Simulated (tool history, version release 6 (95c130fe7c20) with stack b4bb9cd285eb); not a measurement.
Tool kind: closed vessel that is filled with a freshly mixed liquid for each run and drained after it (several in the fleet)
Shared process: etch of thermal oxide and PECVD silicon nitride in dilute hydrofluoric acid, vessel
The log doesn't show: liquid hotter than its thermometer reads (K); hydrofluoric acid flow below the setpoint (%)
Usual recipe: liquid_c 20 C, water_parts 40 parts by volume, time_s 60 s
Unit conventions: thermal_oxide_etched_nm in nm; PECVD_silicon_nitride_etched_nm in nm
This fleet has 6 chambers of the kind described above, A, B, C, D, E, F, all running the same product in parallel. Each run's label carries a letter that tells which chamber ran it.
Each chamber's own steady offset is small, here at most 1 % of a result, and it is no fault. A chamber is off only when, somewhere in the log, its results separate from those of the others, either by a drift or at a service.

| run | hour | liquid_c | water_parts | time_s | hours since the thermometer was replaced | hours since the hydrofluoric acid flow meter was replaced | read-back film thickness of the thermal oxide reference wafer, read on the same gauge (nm) | read-back film thickness of the PECVD silicon nitride reference wafer, read on the same gauge (nm) | thermal_oxide_etched_nm | PECVD_silicon_nitride_etched_nm |
|---|---|---|---|---|---|---|---|---|---|---|
| 1D | 6.4 | 20 | 40 | 60 | 237.8 | 1252.6 | 100.01 | 30.027 | 6.4837 | 4.4839 |
| 2A | 11.2 | 20 | 40 | 60 | 111.3 | 324.5 | 99.998 | 29.966 | 6.5122 | 4.527 |
| 3E | 17.6 | 20 | 40 | 60 | 1314.2 | 1949.7 | 99.989 | 29.999 | 6.4823 | 4.5793 |
|  | 19.9 | chamber B: hydrofluoric acid flow meter replaced |
| 4C | 23.6 | 20 | 40 | 60 | 1284.7 | 1038.4 | 99.995 | 30.035 | 6.4196 | 4.5202 |
| 5F | 30.1 | 20 | 40 | 60 | 1531 | 557.1 | 99.975 | 29.975 | 6.4417 | 4.5123 |
| 6B | 33.6 | 20 | 40 | 60 | 362 | 13.7 | 100 | 30.004 | 6.5579 | 4.4624 |
| 7B | 36.4 | 20 | 40 | 60 | 364.8 | 16.5 | 100 | 29.991 | 6.4972 | 4.5496 |
| 8D | 41.7 | 20 | 40 | 60 | 273.1 | 1287.9 | 99.999 | 30.033 | 6.5623 | 4.5224 |
| 9E | 45.8 | 20 | 40 | 60 | 1342.4 | 1977.9 | 99.991 | 29.994 | 6.6429 | 4.5462 |
| 10A | 49 | 20 | 40 | 60 | 149.1 | 362.3 | 100.01 | 29.983 | 6.4957 | 4.501 |
| 11F | 55.2 | 20 | 40 | 60 | 1556.1 | 582.2 | 100.01 | 30.004 | 6.5615 | 4.4737 |
| 12C | 61 | 20 | 40 | 60 | 1322.1 | 1075.8 | 99.99 | 30.003 | 6.5322 | 4.5847 |
| 13C | 64 | 20 | 40 | 60 | 1325.1 | 1078.8 | 99.998 | 29.985 | 6.519 | 4.5348 |
| 14A | 70.2 | 20 | 40 | 60 | 170.3 | 383.5 | 99.999 | 30.044 | 6.4901 | 4.5171 |
| 15D | 73.4 | 20 | 40 | 60 | 304.8 | 1319.6 | 99.997 | 30.009 | 6.5121 | 4.5566 |
| 16E | 77.1 | 20 | 40 | 60 | 1373.7 | 2009.2 | 99.994 | 29.967 | 6.5224 | 4.545 |
| 17B | 80.9 | 20 | 40 | 60 | 409.3 | 61 | 100.01 | 29.998 | 6.5761 | 4.4684 |
| 18F | 87.1 | 17.5 | 30 | 60 | 1588 | 614.1 | 99.973 | 30.004 | 7.8072 | 4.9814 |
| 19D | 90.2 | 17.5 | 30 | 60 | 321.6 | 1336.4 | 99.979 | 29.969 | 7.9104 | 5.0455 |
| 20C | 94.5 | 17.5 | 30 | 60 | 1355.6 | 1109.3 | 100.02 | 30.016 | 7.9649 | 5.0435 |
| 21A | 98.3 | 17.5 | 30 | 60 | 198.4 | 411.6 | 99.99 | 29.998 | 7.8141 | 4.9536 |
| 22B | 103.4 | 17.5 | 30 | 60 | 431.8 | 83.5 | 100.01 | 30.016 | 7.852 | 4.948 |
| 23E | 106.6 | 17.5 | 30 | 60 | 1403.2 | 2038.7 | 99.984 | 30.007 | 7.9622 | 5.0081 |
| 24F | 113.1 | 20 | 50 | 60 | 1614 | 640.1 | 99.976 | 29.968 | 5.1336 | 3.6662 |
| 25F | 117.1 | 20 | 50 | 60 | 1618 | 644.1 | 99.993 | 29.953 | 5.1137 | 3.6838 |
|  | 120 | chamber E: thermometer replaced |
| 26B | 121.5 | 20 | 50 | 60 | 449.9 | 101.6 | 99.975 | 29.984 | 5.1494 | 3.6217 |
| 27D | 124.5 | 20 | 50 | 60 | 355.9 | 1370.7 | 100.01 | 30.016 | 5.0687 | 3.6171 |
| 28A | 130.2 | 20 | 50 | 60 | 230.3 | 443.5 | 99.97 | 30.029 | 5.1431 | 3.6127 |
| 29C | 136.6 | 20 | 50 | 60 | 1397.7 | 1151.4 | 100.01 | 29.993 | 5.1644 | 3.6128 |
| 30E | 140.3 | 20 | 40 | 60 | 20.4 | 2072.4 | 100.02 | 29.982 | 6.5342 | 4.5517 |
| 31D | 146.2 | 20 | 40 | 60 | 377.6 | 1392.4 | 100 | 30.019 | 6.5516 | 4.5347 |
| 32A | 151.4 | 20 | 40 | 40 | 251.5 | 464.7 | 99.995 | 29.979 | 4.3225 | 3.0212 |
| 33F | 155.9 | 20 | 40 | 40 | 1656.8 | 682.9 | 99.971 | 29.976 | 4.319 | 2.9865 |
| 34E | 158.9 | 20 | 40 | 40 | 39 | 2091 | 100.02 | 29.998 | 4.329 | 3.016 |
| 35C | 165.4 | 20 | 40 | 40 | 1426.5 | 1180.2 | 99.99 | 30.05 | 4.3395 | 3.0849 |
| 36B | 170.9 | 20 | 40 | 40 | 499.3 | 151 | 99.979 | 30.014 | 4.3839 | 2.9893 |

Which is it: a chamber that has drifted or been left off by a service, a gauge drift common to all chambers, or only each chamber's usual small offset? If a chamber is off, name it and its likeliest cause.

The fleet is healthy, with each chamber sitting at its usual small offset and no drift in the gauge.
